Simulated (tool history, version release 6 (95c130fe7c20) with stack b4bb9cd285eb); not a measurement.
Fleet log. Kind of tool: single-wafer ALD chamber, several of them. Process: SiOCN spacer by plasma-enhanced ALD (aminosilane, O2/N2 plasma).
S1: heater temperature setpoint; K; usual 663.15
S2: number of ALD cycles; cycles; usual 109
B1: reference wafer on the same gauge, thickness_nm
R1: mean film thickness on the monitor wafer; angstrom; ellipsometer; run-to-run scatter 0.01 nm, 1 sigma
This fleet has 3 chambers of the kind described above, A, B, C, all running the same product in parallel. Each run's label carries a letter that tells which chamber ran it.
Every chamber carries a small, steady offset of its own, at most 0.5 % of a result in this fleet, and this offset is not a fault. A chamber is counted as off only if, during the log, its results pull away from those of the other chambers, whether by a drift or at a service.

{"run": "1C", "hour": 3.6, "S1": 663.15, "S2": 109, "B1": 7.7972, "R1": 65.873}
{"run": "2B", "hour": 8.1, "S1": 663.15, "S2": 109, "B1": 7.7963, "R1": 65.762}
{"run": "3A", "hour": 12.1, "S1": 663.15, "S2": 109, "B1": 7.7938, "R1": 65.935}
{"run": "4A", "hour": 15.8, "S1": 663.15, "S2": 109, "B1": 7.7946, "R1": 65.88}
{"run": "5C", "hour": 20.2, "S1": 663.15, "S2": 109, "B1": 7.7899, "R1": 65.969}
{"run": "6B", "hour": 24.4, "S1": 672.15, "S2": 121, "B1": 7.7878, "R1": 73.133}
{"run": "7A", "hour": 27.7, "S1": 672.15, "S2": 121, "B1": 7.7885, "R1": 73.04}
{"run": "8B", "hour": 32.8, "S1": 672.15, "S2": 121, "B1": 7.7867, "R1": 73.056}
{"run": "9C", "hour": 36.0, "S1": 663.15, "S2": 109, "B1": 7.7869, "R1": 65.936}
{"run": "10C", "hour": 40.5, "S1": 663.15, "S2": 109, "B1": 7.7805, "R1": 65.778}
{"run": "11A", "hour": 44.1, "S1": 663.15, "S2": 109, "B1": 7.7783, "R1": 65.895}
{"run": "12B", "hour": 48.8, "S1": 663.15, "S2": 109, "B1": 7.7797, "R1": 65.745}
{"run": "13A", "hour": 53.4, "S1": 663.15, "S2": 109, "B1": 7.7787, "R1": 65.621}
{"run": "14B", "hour": 57.9, "S1": 663.15, "S2": 109, "B1": 7.7769, "R1": 65.556}
{"run": "15C", "hour": 60.6, "S1": 663.15, "S2": 109, "B1": 7.7744, "R1": 65.651}
{"run": "16B", "hour": 64.5, "S1": 663.15, "S2": 109, "B1": 7.7694, "R1": 65.695}
{"run": "17C", "hour": 68.4, "S1": 663.15, "S2": 109, "B1": 7.7712, "R1": 65.486}
{"run": "18A", "hour": 72.4, "S1": 663.15, "S2": 109, "B1": 7.7679, "R1": 65.708}
{"run": "19A", "hour": 74.9, "S1": 663.15, "S2": 109, "B1": 7.7659, "R1": 65.669}
{"run": "20C", "hour": 79.8, "S1": 663.15, "S2": 109, "B1": 7.7651, "R1": 65.712}
{"run": "21B", "hour": 84.2, "S1": 663.15, "S2": 109, "B1": 7.7609, "R1": 65.542}
{"run": "22C", "hour": 88.0, "S1": 663.15, "S2": 109, "B1": 7.7613, "R1": 65.649}
{"run": "23A", "hour": 92.7, "S1": 663.15, "S2": 109, "B1": 7.7609, "R1": 65.485}
{"run": "24B", "hour": 97.1, "S1": 663.15, "S2": 109, "B1": 7.7565, "R1": 65.609}
{"run": "25A", "hour": 100.8, "S1": 663.15, "S2": 109, "B1": 7.7544, "R1": 65.397}
{"run": "26C", "hour": 104.8, "S1": 663.15, "S2": 109, "B1": 7.7523, "R1": 65.636}
{"run": "27B", "hour": 107.7, "S1": 663.15, "S2": 109, "B1": 7.7501, "R1": 65.439}

What goes on in this fleet: one chamber off, a drifting gauge, or nothing beyond the chambers' own small offsets? Name the chamber and the cause, if any.

No chamber is off; the gauge reading every chamber's wafers drifts, which makes the whole fleet appear to move together.
What lies behind it: gauge reads low (%) = 0.631.

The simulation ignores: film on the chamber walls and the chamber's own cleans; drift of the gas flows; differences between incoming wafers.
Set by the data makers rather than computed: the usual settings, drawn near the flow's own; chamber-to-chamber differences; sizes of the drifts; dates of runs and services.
